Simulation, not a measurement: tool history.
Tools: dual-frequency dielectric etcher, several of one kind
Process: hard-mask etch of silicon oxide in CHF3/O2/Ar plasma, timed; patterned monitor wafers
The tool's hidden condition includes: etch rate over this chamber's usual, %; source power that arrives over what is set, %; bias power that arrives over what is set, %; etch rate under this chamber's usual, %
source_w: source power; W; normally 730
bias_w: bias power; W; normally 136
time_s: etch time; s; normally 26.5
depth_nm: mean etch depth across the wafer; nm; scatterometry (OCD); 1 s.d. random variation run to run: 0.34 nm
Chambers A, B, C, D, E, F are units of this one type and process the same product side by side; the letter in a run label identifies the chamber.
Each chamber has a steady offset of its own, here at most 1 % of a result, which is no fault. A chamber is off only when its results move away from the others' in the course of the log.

run	hour	source_w	bias_w	time_s	hours since the last wet clean	hours since the last source power generator calibration	hours since the last bias power generator calibration	read-back reference wafer on the same gauge, depth_nm	depth_nm
1F	8.7	730	136	26.5	248.8	1193.8	1967.6	41.503	52.148
2C	14.0	730	136	26.5	240.1	1285.3	1584.4	41.623	51.689
3B	19.7	730	136	26.5	287.9	779.5	1347.6	41.598	52.956
4D	28.1	730	136	26.5	251.2	2037.6	2303.3	41.628	51.819
5A	34.9	730	119	26.5	108.4	2698.0	4601.0	41.613	49.544
6E	43.5	730	119	26.5	334.7	1914.4	573.8	41.578	49.897
7C	49.7	730	119	26.5	275.8	1321.0	1620.1	41.556	49.699
8D	54.5	730	119	26.5	277.6	2064.0	2329.7	41.652	49.414
9E	58.8	730	119	26.5	350.0	1929.7	589.1	41.696	49.819
10A	65.1	730	119	26.5	138.6	2728.2	4631.2	41.562	49.238
11B	70.7	730	136	26.5	338.9	830.5	1398.6	41.597	51.562
12F	79.2	730	147	26.5	319.3	1264.3	2038.1	41.597	52.809
13A	88.5	730	147	26.5	162.0	2751.6	4654.6	41.585	53.402
14D	93.2	730	147	26.5	316.3	2102.7	2368.4	41.622	53.147
15F	101.2	730	147	26.5	341.3	1286.3	2060.1	41.582	53.172
16C	109.7	730	147	26.5	335.8	1381.0	1680.1	41.618	53.707
# hour 110.9: chamber F: wet clean of the chamber
17E	115.3	730	147	26.5	406.5	1986.2	645.6	41.566	52.682
18B	119.5	730	136	26.5	387.7	879.3	1447.4	41.583	52.039
# hour 127.8: chamber B: wet clean of the chamber
19C	128.1	730	136	26.5	354.2	1399.4	1698.5	41.598	51.846
20F	132.5	730	136	26.5	21.6	1317.6	2091.4	41.614	52.135
21E	140.6	730	136	26.5	431.8	2011.5	670.9	41.637	51.811
22B	145.0	730	136	26.5	17.2	904.8	1472.9	41.625	51.957
23D	149.4	730	136	26.5	372.5	2158.9	2424.6	41.607	52.026
24A	155.9	830	136	21.5	229.4	2819.0	4722.0	41.605	43.844
25B	162.3	830	136	21.5	34.5	922.1	1490.2	41.589	44.653
26F	168.8	830	136	21.5	57.9	1353.9	2127.7	41.609	44.871
27D	176.0	830	136	21.5	399.1	2185.5	2451.2	41.584	44.017
28E	183.7	830	136	21.5	474.9	2054.6	714.0	41.537	44.119
29C	188.5	830	136	21.5	414.6	1459.8	1758.9	41.622	43.720
30A	197.0	730	136	26.5	270.5	2860.1	4763.1	41.642	52.355
31A	206.3	730	136	26.5	279.8	2869.4	4772.4	41.603	51.998
# hour 214.7: chamber D: wet clean of the chamber
32E	215.4	730	169	29.0	506.6	2086.3	745.7	41.609	60.904
33F	224.4	730	169	29.0	113.5	1409.5	2183.3	41.542	60.778
# hour 228.9: chamber E: wet clean of the chamber
34B	230.7	730	169	29.0	102.9	990.5	1558.6	41.516	61.220
35D	237.8	730	169	29.0	23.2	2247.3	2513.0	41.580	60.303
36C	242.8	730	169	29.0	468.9	1514.1	1813.2	41.609	61.256
37C	248.8	730	169	29.0	474.9	1520.1	1819.2	41.576	60.465
# hour 254.9: chamber D: bias power generator calibrated
38E	257.7	730	136	29.0	28.9	2128.6	788.0	41.650	56.724
39D	263.8	730	136	29.0	49.2	2273.3	9.0	41.634	56.736
40B	269.5	730	136	29.0	141.7	1029.3	1597.4	41.603	57.240
41A	275.1	730	136	29.0	348.6	2938.2	4841.2	41.633	57.288
42F	280.5	730	136	29.0	169.6	1465.6	2239.4	41.622	56.770
43E	285.6	730	136	29.0	56.8	2156.5	815.9	41.619	57.109

Decide between three cases: one chamber stands off from its peers, the gauge reading all wafers drifts, or nothing is wrong past each chamber's small offset. Where a chamber is off, say which and what most likely put it there.

Neither any chamber nor the gauge drifts; the chambers differ only by their own small, steady offsets.

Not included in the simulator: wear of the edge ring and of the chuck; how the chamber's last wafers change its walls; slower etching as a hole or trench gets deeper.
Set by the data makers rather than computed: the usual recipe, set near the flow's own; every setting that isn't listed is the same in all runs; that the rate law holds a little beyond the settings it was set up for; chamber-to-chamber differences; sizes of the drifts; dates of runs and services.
